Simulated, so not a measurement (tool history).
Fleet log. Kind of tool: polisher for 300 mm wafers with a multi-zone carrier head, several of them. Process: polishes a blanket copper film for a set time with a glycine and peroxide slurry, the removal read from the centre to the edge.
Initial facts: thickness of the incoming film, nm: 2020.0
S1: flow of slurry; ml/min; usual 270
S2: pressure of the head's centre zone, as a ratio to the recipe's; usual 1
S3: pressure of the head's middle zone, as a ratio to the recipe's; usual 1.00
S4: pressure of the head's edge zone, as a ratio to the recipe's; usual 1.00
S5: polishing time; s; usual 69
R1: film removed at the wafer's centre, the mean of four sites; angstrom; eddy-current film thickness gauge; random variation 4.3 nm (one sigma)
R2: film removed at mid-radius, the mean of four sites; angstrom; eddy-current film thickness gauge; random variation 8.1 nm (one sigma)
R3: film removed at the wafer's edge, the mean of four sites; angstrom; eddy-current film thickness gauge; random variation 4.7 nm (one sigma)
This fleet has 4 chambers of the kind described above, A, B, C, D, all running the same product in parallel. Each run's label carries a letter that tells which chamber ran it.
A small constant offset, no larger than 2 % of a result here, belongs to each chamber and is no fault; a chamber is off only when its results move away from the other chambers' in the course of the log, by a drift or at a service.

-- hour=0.1 chamber B: slurry nozzle cleaned
run 1D hour=6.9 | S1=270 S2=1 S3=1.00 S4=1.00 S5=69 | R1=5887.9 R2=5799.7 R3=5874.9
run 2C hour=16.9 | S1=270 S2=1 S3=1.00 S4=1.00 S5=69 | R1=5865.4 R2=5802.0 R3=5945.5
run 3B hour=26.9 | S1=270 S2=1 S3=1.00 S4=1.00 S5=69 | R1=5809.7 R2=5787.6 R3=5794.9
run 4A hour=32.8 | S1=270 S2=1 S3=1.00 S4=1.00 S5=69 | R1=5799.2 R2=5685.9 R3=5904.3
run 5B hour=39.8 | S1=270 S2=1 S3=1.00 S4=1.00 S5=69 | R1=5892.8 R2=6013.4 R3=5871.7
run 6D hour=44.7 | S1=270 S2=1 S3=1.00 S4=1.00 S5=69 | R1=5801.8 R2=5905.2 R3=5938.8
-- hour=53.7 chamber B: worn pad replaced by a new one
run 7A hour=55.2 | S1=270 S2=1 S3=1.00 S4=1.00 S5=69 | R1=5777.0 R2=5957.5 R3=5887.0
run 8C hour=62.3 | S1=270 S2=1 S3=1.00 S4=1.00 S5=69 | R1=5925.4 R2=5791.4 R3=5884.2
-- hour=63.4 chamber D: worn pad replaced by a new one
run 9D hour=71.5 | S1=270 S2=1 S3=1.00 S4=1.00 S5=69 | R1=5770.5 R2=5817.4 R3=5867.1
-- hour=78.4 chamber B: centre zone pressure recalibrated
run 10A hour=80.1 | S1=270 S2=1 S3=1.00 S4=1.00 S5=69 | R1=5860.5 R2=5747.1 R3=5865.5
-- hour=84.7 chamber A: worn pad replaced by a new one
run 11C hour=84.7 | S1=270 S2=1 S3=1.00 S4=1.00 S5=69 | R1=5887.4 R2=5976.3 R3=5990.6
run 12B hour=93.1 | S1=270 S2=1 S3=1.00 S4=1.00 S5=69 | R1=5970.9 R2=5851.7 R3=5861.4
run 13B hour=99.6 | S1=270 S2=1 S3=1.00 S4=1.00 S5=69 | R1=5959.0 R2=5812.5 R3=5853.1
run 14D hour=108.7 | S1=270 S2=1 S3=1.00 S4=1.00 S5=69 | R1=5723.7 R2=5915.9 R3=5810.2
run 15A hour=119.1 | S1=270 S2=1 S3=1.00 S4=1.06 S5=56 | R1=4703.8 R2=4767.3 R3=4877.1
run 16C hour=128.0 | S1=270 S2=1 S3=1.00 S4=1.06 S5=56 | R1=4764.9 R2=4710.4 R3=4974.7
-- hour=135.2 chamber C: worn pad replaced by a new one
run 17A hour=136.5 | S1=270 S2=1 S3=1.00 S4=1.06 S5=56 | R1=4764.8 R2=4667.8 R3=4880.4
-- hour=140.1 chamber B: worn pad replaced by a new one
run 18C hour=144.3 | S1=270 S2=1 S3=1.00 S4=1.06 S5=56 | R1=4740.8 R2=4810.2 R3=4929.1
run 19B hour=154.2 | S1=270 S2=1 S3=1.00 S4=1.00 S5=69 | R1=5983.3 R2=5912.8 R3=5874.1
run 20D hour=163.1 | S1=270 S2=1 S3=1.00 S4=1.00 S5=69 | R1=5623.4 R2=5728.9 R3=5812.5
run 21B hour=168.4 | S1=270 S2=1 S3=1.00 S4=1.00 S5=69 | R1=5976.2 R2=5893.9 R3=5763.1
run 22D hour=176.9 | S1=270 S2=1 S3=1.00 S4=1.00 S5=69 | R1=5656.3 R2=5812.2 R3=5738.3
run 23C hour=183.3 | S1=270 S2=1 S3=1.00 S4=1.00 S5=69 | R1=5892.5 R2=5788.7 R3=5987.8
run 24A hour=192.1 | S1=270 S2=1 S3=1.00 S4=1.00 S5=69 | R1=5806.0 R2=5934.2 R3=5864.4
-- hour=192.8 chamber C: centre zone pressure recalibrated
run 25C hour=197.7 | S1=270 S2=1 S3=1.00 S4=1.00 S5=69 | R1=5874.7 R2=5836.3 R3=5991.5
run 26B hour=204.9 | S1=270 S2=1 S3=1.00 S4=1.00 S5=69 | R1=5931.9 R2=5817.6 R3=5910.8
-- hour=206.7 chamber A: worn pad replaced by a new one
run 27A hour=212.1 | S1=270 S2=1 S3=1.00 S4=1.00 S5=69 | R1=5721.1 R2=5837.8 R3=5880.7
-- hour=213.2 chamber A: slurry nozzle cleaned
-- hour=215.2 chamber B: worn pad replaced by a new one
run 28D hour=217.9 | S1=270 S2=1 S3=1.00 S4=1.00 S5=69 | R1=5545.6 R2=5673.3 R3=5732.8
run 29C hour=225.0 | S1=350 S2=1 S3=0.93 S4=1.00 S5=69 | R1=6103.4 R2=5576.3 R3=6062.5
run 30B hour=233.2 | S1=350 S2=1 S3=0.93 S4=1.00 S5=69 | R1=6100.0 R2=5836.7 R3=5997.8
-- hour=237.8 chamber D: worn pad replaced by a new one
-- hour=239.5 chamber C: slurry nozzle cleaned
run 31D hour=239.5 | S1=350 S2=1 S3=0.93 S4=1.00 S5=69 | R1=5785.9 R2=5427.3 R3=5915.9
run 32A hour=247.2 | S1=350 S2=1 S3=0.93 S4=1.00 S5=69 | R1=5966.7 R2=5680.8 R3=6026.8
run 33A hour=251.9 | S1=270 S2=1 S3=1.00 S4=1.00 S5=69 | R1=5801.8 R2=5929.9 R3=5886.3
run 34B hour=257.9 | S1=270 S2=1 S3=1.00 S4=1.00 S5=69 | R1=5958.4 R2=5931.4 R3=5824.5
run 35D hour=266.6 | S1=270 S2=1 S3=1.00 S4=1.00 S5=69 | R1=5455.7 R2=5427.6 R3=5647.8
run 36C hour=272.2 | S1=270 S2=1 S3=1.00 S4=1.00 S5=69 | R1=5980.3 R2=5984.4 R3=5923.8
run 37D hour=279.0 | S1=270 S2=1 S3=1.00 S4=1.00 S5=69 | R1=5409.3 R2=5691.5 R3=5538.7
run 38C hour=284.2 | S1=270 S2=1 S3=1.00 S4=1.00 S5=69 | R1=5855.6 R2=5736.4 R3=5971.4

All 4 chambers run these settings next. Forecast each chamber's results:
run 39A hour=291.9 | S1=220 S2=1 S3=1.00 S4=1.00 S5=69 | R1=? R2=? R3=?
run 39B hour=291.9 | S1=220 S2=1 S3=1.00 S4=1.00 S5=69 | R1=? R2=? R3=?
run 39C hour=291.9 | S1=220 S2=1 S3=1.00 S4=1.00 S5=69 | R1=? R2=? R3=?
run 39D hour=291.9 | S1=220 S2=1 S3=1.00 S4=1.00 S5=69 | R1=? R2=? R3=?

run=39A R1=5693.9 R2=5697.5 R3=5809.3
run=39B R1=5765.7 R2=5623.9 R3=5673.5
run=39C R1=5778.6 R2=5812.4 R3=5861.5
run=39D R1=5169.4 R2=5280.2 R3=5400.7

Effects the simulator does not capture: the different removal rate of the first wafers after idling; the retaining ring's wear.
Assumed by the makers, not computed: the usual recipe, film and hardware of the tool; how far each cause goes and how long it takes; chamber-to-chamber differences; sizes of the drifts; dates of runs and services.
